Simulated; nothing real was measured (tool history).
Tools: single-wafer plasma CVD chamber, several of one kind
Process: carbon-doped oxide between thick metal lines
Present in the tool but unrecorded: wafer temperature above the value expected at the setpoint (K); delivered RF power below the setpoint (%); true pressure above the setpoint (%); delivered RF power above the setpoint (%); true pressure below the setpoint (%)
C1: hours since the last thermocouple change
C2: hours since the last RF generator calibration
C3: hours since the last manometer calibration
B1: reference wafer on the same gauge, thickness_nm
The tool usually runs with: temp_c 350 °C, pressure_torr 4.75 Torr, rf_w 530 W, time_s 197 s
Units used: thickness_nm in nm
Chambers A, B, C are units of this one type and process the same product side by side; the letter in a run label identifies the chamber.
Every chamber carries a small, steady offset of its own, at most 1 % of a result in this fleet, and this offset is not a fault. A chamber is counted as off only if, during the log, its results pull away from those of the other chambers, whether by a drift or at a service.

run 1C hour=5.6 | temp_c=350 pressure_torr=4.75 rf_w=530 time_s=197 | C1=2274.8 C2=1619.2 C3=1257.7 | B1=1190.4 | thickness_nm=1016.40
run 2B hour=15.3 | temp_c=350 pressure_torr=4.75 rf_w=530 time_s=197 | C1=2307.4 C2=1671.4 C3=65.8 | B1=1188.8 | thickness_nm=1016.60
run 3A hour=23.1 | temp_c=350 pressure_torr=4.75 rf_w=530 time_s=197 | C1=1600.7 C2=311.4 C3=59.3 | B1=1190.4 | thickness_nm=1014.40
run 4C hour=31.8 | temp_c=350 pressure_torr=4.75 rf_w=530 time_s=197 | C1=2301.0 C2=1645.4 C3=1283.9 | B1=1190.4 | thickness_nm=1018.70
run 5B hour=40.8 | temp_c=350 pressure_torr=4.75 rf_w=530 time_s=197 | C1=2332.9 C2=1696.9 C3=91.3 | B1=1189.2 | thickness_nm=1018.50
run 6A hour=46.1 | temp_c=350 pressure_torr=4.75 rf_w=530 time_s=197 | C1=1623.7 C2=334.4 C3=82.3 | B1=1188.6 | thickness_nm=1011.50
run 7C hour=56.7 | temp_c=350 pressure_torr=4.75 rf_w=530 time_s=197 | C1=2325.9 C2=1670.3 C3=1308.8 | B1=1189.6 | thickness_nm=1015.20
run 8A hour=67.2 | temp_c=350 pressure_torr=4.75 rf_w=530 time_s=197 | C1=1644.8 C2=355.5 C3=103.4 | B1=1190.5 | thickness_nm=1013.10
run 9B hour=78.6 | temp_c=350 pressure_torr=4.75 rf_w=530 time_s=197 | C1=2370.7 C2=1734.7 C3=129.1 | B1=1190.4 | thickness_nm=1015.00
run 10B hour=85.5 | temp_c=350 pressure_torr=4.75 rf_w=530 time_s=197 | C1=2377.6 C2=1741.6 C3=136.0 | B1=1189.6 | thickness_nm=1018.80
run 11A hour=92.3 | temp_c=350 pressure_torr=4.75 rf_w=530 time_s=197 | C1=1669.9 C2=380.6 C3=128.5 | B1=1189.7 | thickness_nm=1008.90
run 12C hour=97.4 | temp_c=350 pressure_torr=4.75 rf_w=530 time_s=197 | C1=2366.6 C2=1711.0 C3=1349.5 | B1=1190.7 | thickness_nm=1015.10
run 13A hour=104.4 | temp_c=350 pressure_torr=4.75 rf_w=530 time_s=197 | C1=1682.0 C2=392.7 C3=140.6 | B1=1190.5 | thickness_nm=1005.70
run 14C hour=114.4 | temp_c=350 pressure_torr=4.75 rf_w=530 time_s=197 | C1=2383.6 C2=1728.0 C3=1366.5 | B1=1190.2 | thickness_nm=1014.40
run 15B hour=120.6 | temp_c=350 pressure_torr=4.75 rf_w=530 time_s=197 | C1=2412.7 C2=1776.7 C3=171.1 | B1=1188.9 | thickness_nm=1014.70
run 16B hour=130.2 | temp_c=350 pressure_torr=4.75 rf_w=530 time_s=197 | C1=2422.3 C2=1786.3 C3=180.7 | B1=1189.9 | thickness_nm=1020.40
run 17C hour=136.9 | temp_c=350 pressure_torr=4.75 rf_w=530 time_s=197 | C1=2406.1 C2=1750.5 C3=1389.0 | B1=1189.3 | thickness_nm=1016.90
run 18A hour=147.3 | temp_c=350 pressure_torr=4.75 rf_w=575 time_s=197 | C1=1724.9 C2=435.6 C3=183.5 | B1=1190.3 | thickness_nm=1061.90
run 19B hour=154.8 | temp_c=350 pressure_torr=4.75 rf_w=575 time_s=197 | C1=2446.9 C2=1810.9 C3=205.3 | B1=1188.9 | thickness_nm=1065.50
run 20A hour=164.5 | temp_c=350 pressure_torr=4.75 rf_w=575 time_s=197 | C1=1742.1 C2=452.8 C3=200.7 | B1=1189.2 | thickness_nm=1044.80
run 21C hour=173.2 | temp_c=350 pressure_torr=4.75 rf_w=530 time_s=197 | C1=2442.4 C2=1786.8 C3=1425.3 | B1=1190.6 | thickness_nm=1012.80
-- hour=179.2 chamber B: RF generator calibrated
run 22A hour=182.9 | temp_c=350 pressure_torr=4.75 rf_w=530 time_s=197 | C1=1760.5 C2=471.2 C3=219.1 | B1=1189.5 | thickness_nm=995.91
run 23C hour=192.0 | temp_c=350 pressure_torr=4.75 rf_w=530 time_s=197 | C1=2461.2 C2=1805.6 C3=1444.1 | B1=1190.8 | thickness_nm=1007.80
run 24B hour=200.4 | temp_c=350 pressure_torr=4.75 rf_w=530 time_s=197 | C1=2492.5 C2=21.3 C3=250.9 | B1=1190.2 | thickness_nm=1015.90
run 25A hour=211.4 | temp_c=350 pressure_torr=4.75 rf_w=530 time_s=197 | C1=1789.0 C2=499.7 C3=247.6 | B1=1189.5 | thickness_nm=988.99
run 26C hour=219.9 | temp_c=350 pressure_torr=4.75 rf_w=460 time_s=167 | C1=2489.1 C2=1833.5 C3=1472.0 | B1=1190.0 | thickness_nm=787.93
run 27B hour=226.8 | temp_c=350 pressure_torr=4.75 rf_w=460 time_s=167 | C1=2518.9 C2=47.7 C3=277.3 | B1=1189.4 | thickness_nm=789.68
run 28B hour=236.1 | temp_c=350 pressure_torr=4.75 rf_w=460 time_s=167 | C1=2528.2 C2=57.0 C3=286.6 | B1=1190.4 | thickness_nm=790.55
run 29C hour=241.7 | temp_c=350 pressure_torr=4.75 rf_w=530 time_s=197 | C1=2510.9 C2=1855.3 C3=1493.8 | B1=1189.7 | thickness_nm=1013.80
run 30A hour=250.5 | temp_c=350 pressure_torr=4.75 rf_w=530 time_s=167 | C1=1828.1 C2=538.8 C3=286.7 | B1=1191.1 | thickness_nm=830.10
run 31B hour=261.0 | temp_c=350 pressure_torr=4.75 rf_w=530 time_s=167 | C1=2553.1 C2=81.9 C3=311.5 | B1=1189.1 | thickness_nm=866.09
run 32A hour=267.3 | temp_c=350 pressure_torr=4.75 rf_w=530 time_s=167 | C1=1844.9 C2=555.6 C3=303.5 | B1=1190.0 | thickness_nm=830.29
run 33C hour=278.2 | temp_c=350 pressure_torr=4.75 rf_w=530 time_s=197 | C1=2547.4 C2=1891.8 C3=1530.3 | B1=1189.8 | thickness_nm=1016.50
run 34A hour=286.6 | temp_c=350 pressure_torr=4.75 rf_w=530 time_s=197 | C1=1864.2 C2=574.9 C3=322.8 | B1=1190.5 | thickness_nm=971.19
run 35B hour=296.0 | temp_c=350 pressure_torr=4.75 rf_w=530 time_s=197 | C1=2588.1 C2=116.9 C3=346.5 | B1=1190.2 | thickness_nm=1020.50
run 36C hour=304.1 | temp_c=350 pressure_torr=4.75 rf_w=530 time_s=197 | C1=2573.3 C2=1917.7 C3=1556.2 | B1=1189.1 | thickness_nm=1017.90
run 37A hour=309.8 | temp_c=350 pressure_torr=3.63 rf_w=530 time_s=177 | C1=1887.4 C2=598.1 C3=346.0 | B1=1190.0 | thickness_nm=840.50

The same settings go to every chamber for the next run, one line per chamber below. Forecast the results for each:
run 38A hour=318.2 | temp_c=350 pressure_torr=4.75 rf_w=530 time_s=197 | thickness_nm=?
run 38B hour=318.2 | temp_c=350 pressure_torr=4.75 rf_w=530 time_s=197 | thickness_nm=?
run 38C hour=318.2 | temp_c=350 pressure_torr=4.75 rf_w=530 time_s=197 | thickness_nm=?

run=38A thickness_nm=964.06
run=38B thickness_nm=1017.90
run=38C thickness_nm=1016.10

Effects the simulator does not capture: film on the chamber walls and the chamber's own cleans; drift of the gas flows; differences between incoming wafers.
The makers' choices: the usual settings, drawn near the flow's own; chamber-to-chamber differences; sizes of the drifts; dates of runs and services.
